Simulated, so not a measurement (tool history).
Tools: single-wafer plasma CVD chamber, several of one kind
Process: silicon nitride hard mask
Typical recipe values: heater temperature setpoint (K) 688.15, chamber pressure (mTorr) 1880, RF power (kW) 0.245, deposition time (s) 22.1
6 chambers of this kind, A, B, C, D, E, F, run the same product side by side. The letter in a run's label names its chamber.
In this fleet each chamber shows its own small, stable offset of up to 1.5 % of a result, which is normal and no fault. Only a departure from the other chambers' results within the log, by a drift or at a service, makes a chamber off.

run	hour	heater temperature setpoint (K)	chamber pressure (mTorr)	RF power (kW)	deposition time (s)	read-back reference wafer on the same gauge, thickness_nm	mean film thickness on the monitor wafer (Å)
1F	11.2	688.15	1880	0.245	22.1	20.712	229.09
2E	18.6	688.15	1880	0.245	22.1	20.706	228.33
3D	29.2	688.15	1880	0.245	22.1	20.709	232.82
4B	40.0	688.15	1880	0.245	22.1	20.684	235.08
5A	54.1	688.15	1880	0.245	22.1	20.703	232.20
6C	61.7	688.15	1880	0.245	22.1	20.710	229.24
7C	76.0	688.15	1880	0.245	22.1	20.703	226.88
8D	83.6	688.15	1880	0.245	22.1	20.712	233.07
9A	97.4	688.15	1880	0.245	22.1	20.703	230.32
# hour 101.2: chamber B: thermocouple changed; heater temperature recalibrated
10B	107.8	688.15	1880	0.245	22.1	20.691	230.95
# hour 114.8: chamber C: capacitance manometer re-zeroed and calibrated
11E	119.4	688.15	1880	0.245	22.1	20.674	229.61
12F	133.6	688.15	1880	0.245	22.1	20.698	229.75
13E	142.7	688.15	1880	0.245	22.1	20.691	228.83
14F	153.8	688.15	1880	0.245	22.1	20.708	231.24
15C	163.4	688.15	1880	0.245	22.1	20.708	227.27
16B	173.0	688.15	1880	0.245	22.1	20.694	232.07
17A	182.5	688.15	1880	0.245	22.1	20.678	225.91
# hour 189.5: chamber A: capacitance manometer re-zeroed and calibrated
18D	191.4	688.15	1880	0.245	22.1	20.696	232.43
19C	204.6	688.15	1880	0.245	22.1	20.712	227.08
20A	218.9	688.15	1880	0.245	22.1	20.733	224.90
21F	230.7	688.15	1880	0.245	22.1	20.713	229.21
# hour 233.3: chamber E: thermocouple changed; heater temperature recalibrated
22D	237.5	688.15	1880	0.245	22.1	20.732	232.58
23B	244.7	688.15	1880	0.245	22.1	20.718	231.47
24E	251.0	688.15	1880	0.245	22.1	20.697	227.32
25E	262.2	688.15	1880	0.245	22.1	20.702	229.63
26D	275.6	688.15	1520	0.210	22.1	20.708	195.38
27F	285.2	688.15	1520	0.210	22.1	20.712	194.10
# hour 291.8: chamber D: RF generator calibrated
28A	298.5	688.15	1520	0.210	22.1	20.693	186.88
29C	308.9	688.15	1520	0.210	22.1	20.717	192.03
30B	321.2	688.15	1520	0.210	22.1	20.700	197.05
31E	329.0	688.15	1520	0.210	22.1	20.703	193.53
32B	339.8	688.15	1880	0.245	22.1	20.688	231.01
33C	353.0	688.15	1880	0.245	22.1	20.721	228.77
34F	364.3	688.15	1880	0.245	22.1	20.697	229.60
35A	370.5	688.15	1880	0.245	22.1	20.709	220.65
36D	378.7	688.15	1480	0.245	18.3	20.697	180.07
37A	391.7	688.15	1480	0.245	18.3	20.679	170.16
38F	402.9	688.15	1480	0.245	18.3	20.726	178.01
39B	409.8	688.15	1480	0.245	18.3	20.703	179.45
40D	420.5	688.15	1480	0.245	18.3	20.680	178.64
41E	428.0	688.15	1480	0.245	18.3	20.706	178.69
42C	435.1	688.15	1880	0.245	22.1	20.686	227.91

Which is it: a chamber that has drifted or been left off by a service, a gauge drift common to all chambers, or only each chamber's usual small offset? If a chamber is off, name it and its likeliest cause.

One chamber, A, drifts off from the rest bit by bit.
Most likely cause: delivered RF power below the setpoint (%) = 8.01.

Here are 4 candidates for chamber A's next run, each the usual settings with a change, their results left as question marks. Which one brings its results back in line with what the others give on the usual settings?
In-line tolerance around the mean of the other chambers on the usual settings: mean film thickness on the monitor wafer (Å) 3.40
43A-1	445.3	688.15	1760	0.220	22.1		?
43A-2	445.3	688.15	1880	0.245	20.9		?
43A-3	445.3	688.15	1930	0.255	23.4		?
43A-4	445.3	688.15	1880	0.250	22.9		?

The mean the other chambers reach with the usual settings: mean film thickness on the monitor wafer (Å) 230.29
run	mean film thickness on the monitor wafer (Å)
43A-1	198.14
43A-2	206.68
43A-3	239.88
43A-4	229.83
43A-4 puts the chamber back in line with the other chambers.

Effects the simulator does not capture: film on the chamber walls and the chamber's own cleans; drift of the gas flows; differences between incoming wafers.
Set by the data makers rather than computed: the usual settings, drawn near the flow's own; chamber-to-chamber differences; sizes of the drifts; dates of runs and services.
